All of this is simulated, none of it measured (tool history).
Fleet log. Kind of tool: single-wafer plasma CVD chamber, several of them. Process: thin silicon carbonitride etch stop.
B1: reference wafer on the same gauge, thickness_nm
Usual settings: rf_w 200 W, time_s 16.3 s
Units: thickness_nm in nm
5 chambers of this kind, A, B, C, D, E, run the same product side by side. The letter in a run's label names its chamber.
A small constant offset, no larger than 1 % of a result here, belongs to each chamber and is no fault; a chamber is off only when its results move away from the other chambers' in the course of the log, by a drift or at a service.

Run 1C, hour 8: usual settings; B1 8.0821. Result: thickness_nm 9.3057 nm.
Run 2A, hour 16.5: usual settings; B1 8.0823. Result: thickness_nm 9.2626 nm.
Run 3E, hour 22.1: usual settings; B1 8.0849. Result: thickness_nm 9.3315 nm.
At hour 29.1: chamber E: thermocouple changed; heater temperature recalibrated.
Run 4B, hour 30.7: usual settings; B1 8.0891. Result: thickness_nm 9.3493 nm.
Run 5D, hour 37.1: usual settings; B1 8.091. Result: thickness_nm 9.3183 nm.
Run 6A, hour 44: usual settings but rf_w 185 W, time_s 14.2 s; B1 8.0929. Result: thickness_nm 7.929 nm.
Run 7C, hour 52.4: usual settings but rf_w 185 W, time_s 14.2 s; B1 8.0929. Result: thickness_nm 7.9685 nm.
Run 8B, hour 59.1: usual settings but rf_w 185 W, time_s 14.2 s; B1 8.095. Result: thickness_nm 7.9802 nm.
Run 9E, hour 65.3: usual settings but rf_w 185 W, time_s 14.2 s; B1 8.0955. Result: thickness_nm 7.9283 nm.
Run 10D, hour 74.2: usual settings but rf_w 185 W, time_s 14.2 s; B1 8.1013. Result: thickness_nm 7.9604 nm.
Run 11E, hour 80.4: usual settings; B1 8.1043. Result: thickness_nm 9.3193 nm.
Run 12C, hour 89.2: usual settings; B1 8.1005. Result: thickness_nm 9.3449 nm.
At hour 91.1: chamber B: thermocouple changed; heater temperature recalibrated.
Run 13D, hour 94: usual settings; B1 8.1022. Result: thickness_nm 9.3263 nm.
Run 14B, hour 100.2: usual settings; B1 8.1106. Result: thickness_nm 9.3711 nm.
Run 15A, hour 104.3: usual settings; B1 8.1079. Result: thickness_nm 9.2905 nm.
Run 16A, hour 108.4: usual settings; B1 8.1091. Result: thickness_nm 9.2986 nm.
Run 17D, hour 113.2: usual settings but time_s 14.2 s; B1 8.108. Result: thickness_nm 8.1441 nm.
Run 18C, hour 119.1: usual settings but time_s 14.2 s; B1 8.1097. Result: thickness_nm 8.1494 nm.
Run 19E, hour 125.8: usual settings but time_s 14.2 s; B1 8.114. Result: thickness_nm 8.1261 nm.
Run 20B, hour 134.3: usual settings but time_s 14.2 s; B1 8.1135. Result: thickness_nm 8.1713 nm.
Run 21E, hour 140: usual settings but time_s 14.2 s; B1 8.1167. Result: thickness_nm 8.1425 nm.
Run 22A, hour 147.4: usual settings; B1 8.1205. Result: thickness_nm 9.3313 nm.
Run 23C, hour 151.9: usual settings; B1 8.1214. Result: thickness_nm 9.3671 nm.
Run 24D, hour 157.9: usual settings; B1 8.1193. Result: thickness_nm 9.3768 nm.
Run 25B, hour 163.6: usual settings; B1 8.1225. Result: thickness_nm 9.3933 nm.
Run 26C, hour 168.7: usual settings; B1 8.122. Result: thickness_nm 9.3877 nm.
Run 27E, hour 174.2: usual settings but time_s 13.3 s; B1 8.1223. Result: thickness_nm 7.6167 nm.
Run 28A, hour 180.8: usual settings but time_s 13.3 s; B1 8.1242. Result: thickness_nm 7.6116 nm.
Run 29D, hour 188.1: usual settings but time_s 13.3 s; B1 8.1287. Result: thickness_nm 7.64 nm.
Run 30B, hour 193.3: usual settings but time_s 13.3 s; B1 8.1291. Result: thickness_nm 7.6633 nm.
Run 31D, hour 201.4: usual settings but time_s 13.3 s; B1 8.1318. Result: thickness_nm 7.6401 nm.

Predict what each chamber gives when all 5 of them run the settings below next.
Run 32A, hour 207.9: usual settings but rf_w 165 W. Result: thickness_nm ?.
Run 32B, hour 207.9: usual settings but rf_w 165 W. Result: thickness_nm ?.
Run 32C, hour 207.9: usual settings but rf_w 165 W. Result: thickness_nm ?.
Run 32D, hour 207.9: usual settings but rf_w 165 W. Result: thickness_nm ?.
Run 32E, hour 207.9: usual settings but rf_w 165 W. Result: thickness_nm ?.

run  thickness_nm
32A         8.836
32B        8.8856
32C        8.8913
32D        8.8464
32E        8.8222

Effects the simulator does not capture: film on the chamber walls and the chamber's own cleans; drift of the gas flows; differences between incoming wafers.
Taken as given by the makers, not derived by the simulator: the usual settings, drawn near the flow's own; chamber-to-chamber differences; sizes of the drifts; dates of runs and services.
